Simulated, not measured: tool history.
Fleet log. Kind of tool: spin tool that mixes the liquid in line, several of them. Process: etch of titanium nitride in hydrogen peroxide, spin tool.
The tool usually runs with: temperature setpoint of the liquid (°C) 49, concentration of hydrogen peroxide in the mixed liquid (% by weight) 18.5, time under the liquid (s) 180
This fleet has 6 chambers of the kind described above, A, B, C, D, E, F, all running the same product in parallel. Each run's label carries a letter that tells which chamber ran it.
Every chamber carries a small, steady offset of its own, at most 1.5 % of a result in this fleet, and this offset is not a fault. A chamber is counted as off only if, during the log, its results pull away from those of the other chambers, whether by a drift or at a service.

run	hour	temperature setpoint of the liquid (°C)	concentration of hydrogen peroxide in the mixed liquid (% by weight)	time under the liquid (s)	hours since the thermometer was replaced	hours since the peroxide flow meter was replaced	hours since the heated supply line was repaired	hours since the drum of peroxide was connected	read-back film thickness of the titanium nitride reference wafer, read on the same gauge (nm)	thickness taken off the titanium nitride on a monitor wafer (angstrom)
1D	3.9	49	18.5	180	625.5	297.9	772.9	112	39.978	79.856
2B	7.7	49	18.5	180	1032.5	611.1	1843.4	645.1	39.998	79.6
3C	12.7	49	18.5	180	826	2570.8	583.2	795	40.015	80.537
# hour 13.2: chamber F: peroxide flow meter replaced
4E	18.8	49	18.5	180	1638.1	59.3	1305	368.4	40.005	80.012
5F	25.4	49	18.5	180	270.1	12.2	83.2	1280.5	40.01	81.762
6A	32.5	49	18.5	180	892.3	718.1	1983.2	70.6	40.009	80.353
7F	38.7	49	18.5	180	283.4	25.5	96.5	1293.8	39.989	81.8
8C	45	49	18.5	180	858.3	2603.1	615.5	827.3	40.009	80.166
# hour 47.6: chamber C: new drum of peroxide connected
9D	52.3	49	18.5	180	673.9	346.3	821.3	160.4	40.001	81.595
10B	57	49	18.5	180	1081.8	660.4	1892.7	694.4	39.999	79.627
# hour 58.5: chamber C: heated supply line repaired
11A	63.3	49	18.5	180	923.1	748.9	2014	101.4	39.987	79.238
12E	67.3	49	18.5	180	1686.6	107.8	1353.5	416.9	39.999	81.007
13E	73.8	49	18.5	180	1693.1	114.3	1360	423.4	39.984	81.16
14B	79	49	18.5	180	1103.8	682.4	1914.7	716.4	40.003	81.152
15F	83.5	49	18.5	180	328.2	70.3	141.3	1338.6	40.016	82.629
16A	89	49	18.5	180	948.8	774.6	2039.7	127.1	39.985	79.694
17D	95.5	49	18.5	180	717.1	389.5	864.5	203.6	39.988	81.109
18C	102.3	49	18.5	180	915.6	2660.4	43.8	54.7	39.988	80.316
# hour 105.7: chamber B: heated supply line repaired
19A	107.3	49	18.5	180	967.1	792.9	2058	145.4	39.995	79.593
# hour 109: chamber F: new drum of peroxide connected
20E	113.2	49	18.5	180	1732.5	153.7	1399.4	462.8	40.022	80.365
21B	119.6	49	18.5	180	1144.4	723	13.9	757	39.998	79.738
22F	126.9	49	18.5	180	371.6	113.7	184.7	18	40.005	82.729
# hour 127.1: chamber C: peroxide flow meter replaced
23D	130.8	49	18.5	180	752.4	424.8	899.8	238.9	39.992	80.681
24C	135.4	49	18.5	250	948.7	8.3	76.9	87.8	39.995	110.72
25C	139.8	49	18.5	250	953.1	12.7	81.3	92.2	40.012	110.41
26A	146.3	49	18.5	250	1006.1	831.9	2097	184.4	40.002	111.05
27B	149.9	49	18.5	250	1174.7	753.3	44.2	787.3	39.997	111.04
# hour 151.4: chamber E: thermometer replaced
28E	156.8	49	18.5	250	5.5	197.3	1443	506.4	39.999	113.58
29F	163.8	49	18.5	250	408.5	150.6	221.6	54.9	40.005	117.05
30D	170.9	49	18.5	180	792.5	464.9	939.9	279	39.997	81.031
31E	175.7	49	18.5	180	24.4	216.2	1461.9	525.3	39.987	80.263
32A	180.8	49	18.5	270	1040.6	866.4	2131.5	218.9	39.982	122.32
33C	187.3	49	18.5	270	1000.6	60.2	128.8	139.7	40.002	120.54
34B	192.4	49	18.5	270	1217.2	795.8	86.7	829.8	39.986	121.4
35F	199.4	49	18.5	270	444.1	186.2	257.2	90.5	39.978	127.93
36D	205.3	49	18.5	270	826.9	499.3	974.3	313.4	40.005	123.27
37E	208.5	49	18.5	270	57.2	249	1494.7	558.1	40.013	121.56
# hour 214.6: chamber B: new drum of peroxide connected
38B	215.7	49	18.5	180	1240.5	819.1	110	1.1	39.989	81.341
39D	220.6	49	18.5	180	842.2	514.6	989.6	328.7	40.001	80.824
40F	228	49	18.5	180	472.7	214.8	285.8	119.1	39.997	86.852
41A	234.1	49	18.5	180	1093.9	919.7	2184.8	272.2	39.982	80.757
42C	237.4	49	18.5	180	1050.7	110.3	178.9	189.8	39.978	79.298

Is one chamber out of step, is the gauge drifting, or do the chambers differ by no more than their own small offsets? For an off chamber, give its letter and the likeliest cause.

Little by little, chamber F moves away from the other chambers.
Likeliest cause: liquid hotter than its thermometer reads (K) = 0.824.

Chamber F could run next with any of the 4 candidate recipes listed below; each alters the usual settings, and their results appear as question marks. Which one brings its results back in line with what the other chambers deliver on the usual settings?
Counts as in line when no further than this from what the other chambers average on the usual settings: thickness taken off the titanium nitride on a monitor wafer (angstrom) 2.4
43F-1	242.7	49	18.5	185						?
43F-2	242.7	49	18.5	175						?
43F-3	242.7	49	18.5	195						?
43F-4	242.7	48.5	18.5	175						?

What the other chambers average on the usual settings: thickness taken off the titanium nitride on a monitor wafer (angstrom) 80.507
run	thickness taken off the titanium nitride on a monitor wafer (angstrom)
43F-1	89.101
43F-2	84.284
43F-3	93.917
43F-4	81.287
With 43F-4, the chamber falls back in line with the rest.

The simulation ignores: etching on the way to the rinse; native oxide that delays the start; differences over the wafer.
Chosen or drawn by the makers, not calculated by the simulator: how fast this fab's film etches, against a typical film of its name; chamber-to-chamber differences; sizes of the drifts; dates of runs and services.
